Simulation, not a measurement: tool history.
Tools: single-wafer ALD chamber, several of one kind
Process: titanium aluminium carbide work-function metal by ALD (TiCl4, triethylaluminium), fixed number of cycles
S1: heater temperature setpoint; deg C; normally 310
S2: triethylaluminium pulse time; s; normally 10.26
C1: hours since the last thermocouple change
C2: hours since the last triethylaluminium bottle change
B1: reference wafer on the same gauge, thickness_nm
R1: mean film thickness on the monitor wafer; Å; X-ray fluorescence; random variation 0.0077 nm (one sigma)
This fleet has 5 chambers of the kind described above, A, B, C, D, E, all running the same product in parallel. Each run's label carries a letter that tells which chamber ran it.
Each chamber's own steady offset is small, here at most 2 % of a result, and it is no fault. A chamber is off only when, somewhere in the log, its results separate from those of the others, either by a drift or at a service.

| run | day | S1 | S2 | C1 | C2 | B1 | R1 |
|---|---|---|---|---|---|---|---|
| 1A | 0.283 | 310 | 10.26 | 1045.1 | 482.8 | 1.8209 | 20.923 |
| 2D | 0.588 | 310 | 10.26 | 1030.8 | 731.4 | 1.8192 | 21.088 |
| 3E | 0.875 | 310 | 10.26 | 1448 | 872.8 | 1.8172 | 21.009 |
| 4B | 1.154 | 310 | 10.26 | 874.9 | 306.7 | 1.8212 | 21.042 |
| 5C | 1.471 | 310 | 10.26 | 2810.3 | 145.3 | 1.8196 | 21.122 |
| 6D | 1.671 | 310 | 13.53 | 1056.8 | 757.4 | 1.8193 | 21.714 |
| 7B | 1.854 | 310 | 13.53 | 891.7 | 323.5 | 1.8202 | 21.594 |
| 8A | 2 | 310 | 13.53 | 1086.3 | 524 | 1.8185 | 21.429 |
| 9C | 2.188 | 310 | 13.53 | 2827.5 | 162.5 | 1.8197 | 21.613 |
| 10E | 2.408 | 310 | 13.53 | 1484.8 | 909.6 | 1.8179 | 21.31 |
| 11C | 2.608 | 310 | 10.26 | 2837.6 | 172.6 | 1.82 | 21.135 |
| 12D | 2.883 | 310 | 10.26 | 1085.9 | 786.5 | 1.8198 | 21.219 |
| 13B | 3.2 | 310 | 10.26 | 924 | 355.8 | 1.819 | 21.195 |
|  | 3.396 | chamber D: triethylaluminium bottle replaced |
| 14E | 3.488 | 310 | 10.26 | 1510.7 | 935.5 | 1.8206 | 20.876 |
| 15A | 3.633 | 310 | 10.26 | 1125.5 | 563.2 | 1.8197 | 20.979 |
| 16A | 3.821 | 310 | 10.26 | 1130 | 567.7 | 1.821 | 20.972 |
| 17C | 4.021 | 310 | 10.26 | 2871.5 | 206.5 | 1.8202 | 21.087 |
| 18D | 4.308 | 310 | 10.26 | 1120.1 | 22 | 1.8206 | 21.385 |
| 19B | 4.462 | 310 | 10.26 | 954.3 | 386.1 | 1.8195 | 21.037 |
| 20E | 4.675 | 310 | 10.26 | 1539.2 | 964 | 1.8201 | 21 |
| 21C | 4.838 | 310 | 10.26 | 2891.1 | 226.1 | 1.8204 | 20.977 |
| 22B | 5.008 | 310 | 10.26 | 967.4 | 399.2 | 1.8208 | 20.954 |
| 23D | 5.171 | 310 | 10.26 | 1140.8 | 42.7 | 1.8199 | 21.29 |
| 24A | 5.317 | 310 | 10.26 | 1165.9 | 603.6 | 1.8206 | 21.026 |
| 25E | 5.608 | 310 | 10.26 | 1561.6 | 986.4 | 1.8191 | 20.899 |
|  | 5.688 | chamber C: thermocouple changed; heater temperature recalibrated |
| 26E | 5.771 | 310 | 10.26 | 1565.5 | 990.3 | 1.8209 | 20.919 |
| 27D | 6.083 | 310 | 10.26 | 1162.7 | 64.6 | 1.821 | 21.288 |
| 28C | 6.379 | 310 | 10.26 | 16.7 | 263.1 | 1.8194 | 21.221 |
| 29A | 6.608 | 310 | 10.26 | 1196.9 | 634.6 | 1.8208 | 20.942 |
| 30B | 6.888 | 310 | 10.26 | 1012.5 | 444.3 | 1.8174 | 20.783 |
| 31A | 7.108 | 310 | 10.26 | 1208.9 | 646.6 | 1.8222 | 21.035 |
| 32C | 7.275 | 310 | 10.26 | 38.2 | 284.6 | 1.8203 | 21.127 |
| 33B | 7.425 | 310 | 10.26 | 1025.4 | 457.2 | 1.8197 | 20.57 |
| 34E | 7.712 | 310 | 10.26 | 1612.1 | 1036.9 | 1.8201 | 21.035 |
| 35D | 7.958 | 310 | 10.26 | 1207.7 | 109.6 | 1.8214 | 21.139 |

Which is it: a chamber that has drifted or been left off by a service, a gauge drift common to all chambers, or only each chamber's usual small offset? If a chamber is off, name it and its likeliest cause.

Chamber B drifts away from the others.
Most likely cause: triethylaluminium dose below that of a fresh bottle (%) = 18.3.
It could be hard to tell apart here from: wafer temperature below the value expected at the setpoint (K).

Which of the 4 candidates below, each the usual settings with something changed and its results left as question marks, puts chamber B back in line with what the other chambers give on the usual settings?
In line means no further than this from the other chambers' mean on the usual settings: R1 0.27 Å
| 36B-1 | 8.183 | 313 | 11.05 |  |  |  | ? |
| 36B-2 | 8.183 | 306 | 8.93 |  |  |  | ? |
| 36B-3 | 8.183 | 316 | 11.98 |  |  |  | ? |
| 36B-4 | 8.183 | 307 | 9.47 |  |  |  | ? |

The other chambers' mean on the usual settings: R1 21.066 Å
| run | R1 |
|---|---|
| 36B-1 | 21.087 |
| 36B-2 | 19.681 |
| 36B-3 | 21.585 |
| 36B-4 | 20.014 |
36B-1 is the one that brings the chamber's results back in line with the other chambers.

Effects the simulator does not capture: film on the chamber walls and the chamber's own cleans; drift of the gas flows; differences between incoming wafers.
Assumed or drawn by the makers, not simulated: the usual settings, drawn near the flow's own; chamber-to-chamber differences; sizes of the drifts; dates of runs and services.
